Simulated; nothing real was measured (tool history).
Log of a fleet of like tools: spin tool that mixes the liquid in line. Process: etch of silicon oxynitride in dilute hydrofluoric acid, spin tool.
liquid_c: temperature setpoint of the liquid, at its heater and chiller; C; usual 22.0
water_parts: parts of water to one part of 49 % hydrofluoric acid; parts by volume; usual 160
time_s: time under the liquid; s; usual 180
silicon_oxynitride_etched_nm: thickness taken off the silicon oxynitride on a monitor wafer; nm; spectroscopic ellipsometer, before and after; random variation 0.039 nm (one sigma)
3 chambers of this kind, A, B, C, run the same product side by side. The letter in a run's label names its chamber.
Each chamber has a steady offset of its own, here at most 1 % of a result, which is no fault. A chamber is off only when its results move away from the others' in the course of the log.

| run | hour | liquid_c | water_parts | time_s | read-back film thickness of the silicon oxynitride reference wafer, read on the same gauge (nm) | silicon_oxynitride_etched_nm |
|---|---|---|---|---|---|---|
| 1B | 9.0 | 22.0 | 160 | 180 | 29.931 | 2.3704 |
| 2C | 18.2 | 22.0 | 160 | 180 | 29.973 | 2.3011 |
| 3A | 30.4 | 22.0 | 160 | 180 | 30.041 | 2.3035 |
| 4A | 41.9 | 22.0 | 160 | 180 | 29.980 | 2.3096 |
| 5C | 50.0 | 22.0 | 160 | 180 | 29.994 | 2.3395 |
| 6B | 58.1 | 22.0 | 160 | 180 | 30.015 | 2.2777 |
| 7C | 70.3 | 22.0 | 160 | 180 | 29.973 | 2.2864 |
| 8A | 83.6 | 22.0 | 160 | 180 | 30.048 | 2.2978 |
| 9B | 93.4 | 22.0 | 160 | 180 | 30.000 | 2.3309 |
| 10A | 103.0 | 22.0 | 160 | 180 | 29.988 | 2.2801 |
| 11C | 114.6 | 22.0 | 160 | 180 | 29.984 | 2.2224 |
| 12B | 126.6 | 22.0 | 160 | 180 | 29.996 | 2.4127 |
| 13C | 134.9 | 22.0 | 160 | 180 | 30.004 | 2.2435 |
| 14A | 144.1 | 19.5 | 160 | 105 | 29.973 | 1.2085 |
| 15B | 153.7 | 19.5 | 160 | 105 | 30.064 | 1.1911 |
| 16C | 163.2 | 19.5 | 160 | 105 | 29.964 | 1.1329 |
| 17A | 173.0 | 22.0 | 160 | 180 | 30.038 | 2.3533 |
|  | 173.7 | chamber B: hydrofluoric acid flow meter replaced |
| 18B | 185.0 | 22.0 | 160 | 180 | 30.016 | 2.3372 |
| 19A | 192.5 | 22.0 | 160 | 180 | 30.062 | 2.3068 |
| 20C | 206.0 | 22.0 | 160 | 180 | 30.034 | 2.1980 |
| 21B | 216.0 | 22.0 | 160 | 180 | 29.982 | 2.3120 |
| 22A | 225.4 | 22.0 | 160 | 180 | 29.952 | 2.2471 |
| 23C | 236.8 | 22.0 | 160 | 180 | 30.016 | 2.0677 |
| 24B | 243.7 | 22.0 | 160 | 180 | 29.954 | 2.3450 |
| 25B | 253.3 | 22.0 | 160 | 180 | 29.970 | 2.3446 |
| 26C | 264.1 | 22.0 | 160 | 180 | 29.984 | 2.0870 |
| 27A | 278.2 | 22.0 | 160 | 180 | 30.020 | 2.2949 |
| 28B | 291.3 | 22.0 | 160 | 180 | 29.969 | 2.3143 |

What goes on in this fleet: one chamber off, a drifting gauge, or nothing beyond the chambers' own small offsets? Name the chamber and the cause, if any.

Chamber C drifts away from the others.
Cause: hydrofluoric acid flow below the setpoint (%) = 11.8.
The log may not tell that from: liquid colder than its thermometer reads (K).

Here are 4 candidates for chamber C's next run, each the usual settings with a change, their results left as question marks. Which one brings its results back in line with what the others give on the usual settings?
In line means no further than this from the other chambers' mean on the usual settings: silicon_oxynitride_etched_nm 0.1400 nm
| 29C-1 | 302.0 | 22.0 | 140 | 180 |  | ? |
| 29C-2 | 302.0 | 22.0 | 160 | 135 |  | ? |
| 29C-3 | 302.0 | 22.5 | 140 | 205 |  | ? |
| 29C-4 | 302.0 | 22.0 | 180 | 180 |  | ? |

The other chambers' mean on the usual settings: silicon_oxynitride_etched_nm 2.3320 nm
| run | silicon_oxynitride_etched_nm |
|---|---|
| 29C-1 | 2.3369 |
| 29C-2 | 1.5097 |
| 29C-3 | 2.7252 |
| 29C-4 | 1.7617 |
29C-1 brings the chamber back in line.
